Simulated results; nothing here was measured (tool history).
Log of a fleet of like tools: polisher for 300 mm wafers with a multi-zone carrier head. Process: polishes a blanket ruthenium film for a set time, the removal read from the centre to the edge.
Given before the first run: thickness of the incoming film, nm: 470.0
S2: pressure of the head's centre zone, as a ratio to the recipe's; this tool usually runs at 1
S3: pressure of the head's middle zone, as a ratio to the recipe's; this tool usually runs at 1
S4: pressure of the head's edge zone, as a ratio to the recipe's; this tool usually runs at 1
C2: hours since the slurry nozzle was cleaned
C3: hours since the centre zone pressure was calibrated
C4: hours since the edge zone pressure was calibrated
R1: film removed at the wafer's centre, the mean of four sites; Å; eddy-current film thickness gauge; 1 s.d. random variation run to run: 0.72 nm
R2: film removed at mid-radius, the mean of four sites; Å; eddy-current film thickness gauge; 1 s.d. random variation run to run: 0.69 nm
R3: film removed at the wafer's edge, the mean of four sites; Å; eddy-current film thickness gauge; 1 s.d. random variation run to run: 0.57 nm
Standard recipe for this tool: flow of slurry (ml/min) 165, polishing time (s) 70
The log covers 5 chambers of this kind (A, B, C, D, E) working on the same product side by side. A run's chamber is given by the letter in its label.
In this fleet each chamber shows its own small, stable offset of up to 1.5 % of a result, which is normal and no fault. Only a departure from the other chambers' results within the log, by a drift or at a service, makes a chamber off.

{"hour": 0.8, "done": "chamber B: slurry nozzle cleaned"}
{"run": "1C", "hour": 6.8, "flow of slurry (ml/min)": 165, "S2": 1, "S3": 1, "S4": 1, "polishing time (s)": 70, "wafers polished on this pad": 411, "C2": 380.8, "C3": 687, "C4": 41, "R1": 670.77, "R2": 671.51, "R3": 678.55}
{"run": "2D", "hour": 15.6, "flow of slurry (ml/min)": 165, "S2": 1, "S3": 1, "S4": 1, "polishing time (s)": 70, "wafers polished on this pad": 584, "C2": 28.7, "C3": 1161.1, "C4": 178.1, "R1": 675.1, "R2": 655.34, "R3": 667.71}
{"hour": 16.9, "done": "chamber A: worn pad replaced by a new one"}
{"run": "3B", "hour": 22.9, "flow of slurry (ml/min)": 165, "S2": 1, "S3": 1, "S4": 1, "polishing time (s)": 70, "wafers polished on this pad": 359, "C2": 22.1, "C3": 1014.6, "C4": 246.6, "R1": 670.02, "R2": 677.89, "R3": 669.66}
{"run": "4E", "hour": 32.1, "flow of slurry (ml/min)": 165, "S2": 1, "S3": 1, "S4": 1, "polishing time (s)": 70, "wafers polished on this pad": 459, "C2": 151.2, "C3": 322.6, "C4": 608, "R1": 671.02, "R2": 677.43, "R3": 682.26}
{"run": "5A", "hour": 38.6, "flow of slurry (ml/min)": 165, "S2": 1, "S3": 1, "S4": 1, "polishing time (s)": 70, "wafers polished on this pad": 124, "C2": 208.2, "C3": 807.9, "C4": 997.7, "R1": 668.86, "R2": 672.7, "R3": 675.42}
{"run": "6A", "hour": 46.4, "flow of slurry (ml/min)": 165, "S2": 1, "S3": 1, "S4": 1, "polishing time (s)": 70, "wafers polished on this pad": 169, "C2": 216, "C3": 815.7, "C4": 1005.5, "R1": 682.05, "R2": 679.54, "R3": 663.82}
{"hour": 47.7, "done": "chamber B: worn pad replaced by a new one"}
{"run": "7B", "hour": 56.5, "flow of slurry (ml/min)": 165, "S2": 1.06, "S3": 1, "S4": 1, "polishing time (s)": 70, "wafers polished on this pad": 50, "C2": 55.7, "C3": 1048.2, "C4": 280.2, "R1": 715.91, "R2": 661.42, "R3": 667.48}
{"hour": 60.7, "done": "chamber B: edge zone pressure recalibrated"}
{"run": "8D", "hour": 63.8, "flow of slurry (ml/min)": 165, "S2": 1.06, "S3": 1, "S4": 1, "polishing time (s)": 70, "wafers polished on this pad": 861, "C2": 76.9, "C3": 1209.3, "C4": 226.3, "R1": 724.16, "R2": 658.89, "R3": 673.59}
{"run": "9E", "hour": 69.5, "flow of slurry (ml/min)": 165, "S2": 1.06, "S3": 1, "S4": 1, "polishing time (s)": 70, "wafers polished on this pad": 674, "C2": 188.6, "C3": 360, "C4": 645.4, "R1": 716.84, "R2": 679.81, "R3": 688.2}
{"hour": 72.2, "done": "chamber A: centre zone pressure recalibrated"}
{"hour": 73.9, "done": "chamber D: centre zone pressure recalibrated"}
{"hour": 77.3, "done": "chamber C: slurry nozzle cleaned"}
{"run": "10C", "hour": 79.6, "flow of slurry (ml/min)": 165, "S2": 1.06, "S3": 1, "S4": 1, "polishing time (s)": 70, "wafers polished on this pad": 829, "C2": 2.4, "C3": 759.8, "C4": 113.8, "R1": 721.18, "R2": 670.01, "R3": 669.42}
{"run": "11B", "hour": 88.3, "flow of slurry (ml/min)": 165, "S2": 1.06, "S3": 1, "S4": 1, "polishing time (s)": 70, "wafers polished on this pad": 233, "C2": 87.5, "C3": 1080, "C4": 27.6, "R1": 730.6, "R2": 667.69, "R3": 664.41}
{"hour": 91.7, "done": "chamber D: worn pad replaced by a new one"}
{"run": "12C", "hour": 92.8, "flow of slurry (ml/min)": 165, "S2": 1, "S3": 1, "S4": 1, "polishing time (s)": 70, "wafers polished on this pad": 905, "C2": 15.6, "C3": 773, "C4": 127, "R1": 672.41, "R2": 677.97, "R3": 666.74}
{"run": "13D", "hour": 98.1, "flow of slurry (ml/min)": 165, "S2": 1, "S3": 1, "S4": 1, "polishing time (s)": 70, "wafers polished on this pad": 37, "C2": 111.2, "C3": 24.2, "C4": 260.6, "R1": 670, "R2": 661.46, "R3": 680.72}
{"run": "14E", "hour": 103.8, "flow of slurry (ml/min)": 165, "S2": 1, "S3": 1, "S4": 1, "polishing time (s)": 70, "wafers polished on this pad": 871, "C2": 222.9, "C3": 394.3, "C4": 679.7, "R1": 673.28, "R2": 678.04, "R3": 686.13}
{"hour": 107.1, "done": "chamber E: edge zone pressure recalibrated"}
{"run": "15A", "hour": 113.3, "flow of slurry (ml/min)": 165, "S2": 1, "S3": 1, "S4": 1, "polishing time (s)": 70, "wafers polished on this pad": 554, "C2": 282.9, "C3": 41.1, "C4": 1072.4, "R1": 717.53, "R2": 664.7, "R3": 666.49}
{"hour": 113.5, "done": "chamber E: worn pad replaced by a new one"}
{"run": "16B", "hour": 119.6, "flow of slurry (ml/min)": 165, "S2": 1, "S3": 1, "S4": 1, "polishing time (s)": 70, "wafers polished on this pad": 413, "C2": 118.8, "C3": 1111.3, "C4": 58.9, "R1": 661.49, "R2": 670.19, "R3": 667.64}
{"run": "17C", "hour": 129.4, "flow of slurry (ml/min)": 165, "S2": 1, "S3": 1, "S4": 1, "polishing time (s)": 70, "wafers polished on this pad": 1115, "C2": 52.2, "C3": 809.6, "C4": 163.6, "R1": 668.69, "R2": 668.78, "R3": 664.53}
{"hour": 130.5, "done": "chamber B: worn pad replaced by a new one"}
{"run": "18D", "hour": 135.7, "flow of slurry (ml/min)": 165, "S2": 1, "S3": 1, "S4": 1, "polishing time (s)": 70, "wafers polished on this pad": 253, "C2": 148.8, "C3": 61.8, "C4": 298.2, "R1": 678.51, "R2": 670.16, "R3": 670.4}
{"run": "19E", "hour": 140.6, "flow of slurry (ml/min)": 165, "S2": 1, "S3": 1, "S4": 1, "polishing time (s)": 70, "wafers polished on this pad": 155, "C2": 259.7, "C3": 431.1, "C4": 33.5, "R1": 679.29, "R2": 659.69, "R3": 688.46}
{"hour": 143.8, "done": "chamber C: worn pad replaced by a new one"}
{"run": "20A", "hour": 150.3, "flow of slurry (ml/min)": 165, "S2": 1, "S3": 1, "S4": 1, "polishing time (s)": 70, "wafers polished on this pad": 767, "C2": 319.9, "C3": 78.1, "C4": 1109.4, "R1": 712.36, "R2": 678.09, "R3": 667.98}
{"run": "21A", "hour": 158.7, "flow of slurry (ml/min)": 165, "S2": 1, "S3": 1, "S4": 1, "polishing time (s)": 70, "wafers polished on this pad": 815, "C2": 328.3, "C3": 86.5, "C4": 1117.8, "R1": 725.83, "R2": 665.33, "R3": 680.99}
{"run": "22B", "hour": 167.3, "flow of slurry (ml/min)": 165, "S2": 1, "S3": 1, "S4": 1, "polishing time (s)": 70, "wafers polished on this pad": 211, "C2": 166.5, "C3": 1159, "C4": 106.6, "R1": 663.12, "R2": 663.39, "R3": 663.17}
{"run": "23D", "hour": 175.2, "flow of slurry (ml/min)": 165, "S2": 1, "S3": 1, "S4": 1, "polishing time (s)": 70, "wafers polished on this pad": 480, "C2": 188.3, "C3": 101.3, "C4": 337.7, "R1": 676.93, "R2": 655.75, "R3": 676.48}
{"run": "24C", "hour": 180.9, "flow of slurry (ml/min)": 165, "S2": 1, "S3": 1, "S4": 1, "polishing time (s)": 70, "wafers polished on this pad": 213, "C2": 103.7, "C3": 861.1, "C4": 215.1, "R1": 675.61, "R2": 675.39, "R3": 666.79}
{"hour": 181.6, "done": "chamber A: worn pad replaced by a new one"}
{"run": "25E", "hour": 190.5, "flow of slurry (ml/min)": 165, "S2": 1, "S3": 1, "S4": 1, "polishing time (s)": 70, "wafers polished on this pad": 442, "C2": 309.6, "C3": 481, "C4": 83.4, "R1": 662.79, "R2": 671.73, "R3": 688.5}
{"hour": 195.9, "done": "chamber B: centre zone pressure recalibrated"}
{"run": "26E", "hour": 199.0, "flow of slurry (ml/min)": 165, "S2": 1, "S3": 1, "S4": 1, "polishing time (s)": 70, "wafers polished on this pad": 491, "C2": 318.1, "C3": 489.5, "C4": 91.9, "R1": 670.52, "R2": 679.41, "R3": 679.18}
{"run": "27C", "hour": 206.3, "flow of slurry (ml/min)": 165, "S2": 1, "S3": 1, "S4": 1, "polishing time (s)": 70, "wafers polished on this pad": 359, "C2": 129.1, "C3": 886.5, "C4": 240.5, "R1": 673.39, "R2": 672.1, "R3": 676.27}
{"hour": 210.7, "done": "chamber B: worn pad replaced by a new one"}
{"run": "28B", "hour": 213.6, "flow of slurry (ml/min)": 165, "S2": 1, "S3": 1, "S4": 1, "polishing time (s)": 50, "wafers polished on this pad": 17, "C2": 212.8, "C3": 17.7, "C4": 152.9, "R1": 473.05, "R2": 478.12, "R3": 474.47}
{"run": "29D", "hour": 222.7, "flow of slurry (ml/min)": 165, "S2": 1, "S3": 1, "S4": 1, "polishing time (s)": 50, "wafers polished on this pad": 753, "C2": 235.8, "C3": 148.8, "C4": 385.2, "R1": 465.85, "R2": 482.1, "R3": 482.86}
{"run": "30A", "hour": 227.4, "flow of slurry (ml/min)": 165, "S2": 1, "S3": 1, "S4": 1, "polishing time (s)": 50, "wafers polished on this pad": 263, "C2": 397, "C3": 155.2, "C4": 1186.5, "R1": 507.72, "R2": 473.83, "R3": 474.3}
{"run": "31C", "hour": 232.8, "flow of slurry (ml/min)": 165, "S2": 1, "S3": 1, "S4": 1, "polishing time (s)": 50, "wafers polished on this pad": 512, "C2": 155.6, "C3": 913, "C4": 267, "R1": 480.88, "R2": 490.09, "R3": 475.09}

For the next run the whole fleet of 5 chambers uses the same settings. Give each chamber's results:
{"run": "32A", "hour": 240.1, "flow of slurry (ml/min)": 165, "S2": 1, "S3": 1, "S4": 1, "polishing time (s)": 48, "R1": "?", "R2": "?", "R3": "?"}
{"run": "32B", "hour": 240.1, "flow of slurry (ml/min)": 165, "S2": 1, "S3": 1, "S4": 1, "polishing time (s)": 48, "R1": "?", "R2": "?", "R3": "?"}
{"run": "32C", "hour": 240.1, "flow of slurry (ml/min)": 165, "S2": 1, "S3": 1, "S4": 1, "polishing time (s)": 48, "R1": "?", "R2": "?", "R3": "?"}
{"run": "32D", "hour": 240.1, "flow of slurry (ml/min)": 165, "S2": 1, "S3": 1, "S4": 1, "polishing time (s)": 48, "R1": "?", "R2": "?", "R3": "?"}
{"run": "32E", "hour": 240.1, "flow of slurry (ml/min)": 165, "S2": 1, "S3": 1, "S4": 1, "polishing time (s)": 48, "R1": "?", "R2": "?", "R3": "?"}

run=32A R1=495.61 R2=456.05 R3=462.39
run=32B R1=459.96 R2=456.78 R3=465.48
run=32C R1=461.08 R2=458.98 R3=463.68
run=32D R1=455.2 R2=456.2 R3=461.27
run=32E R1=462.48 R2=471 R3=457.8
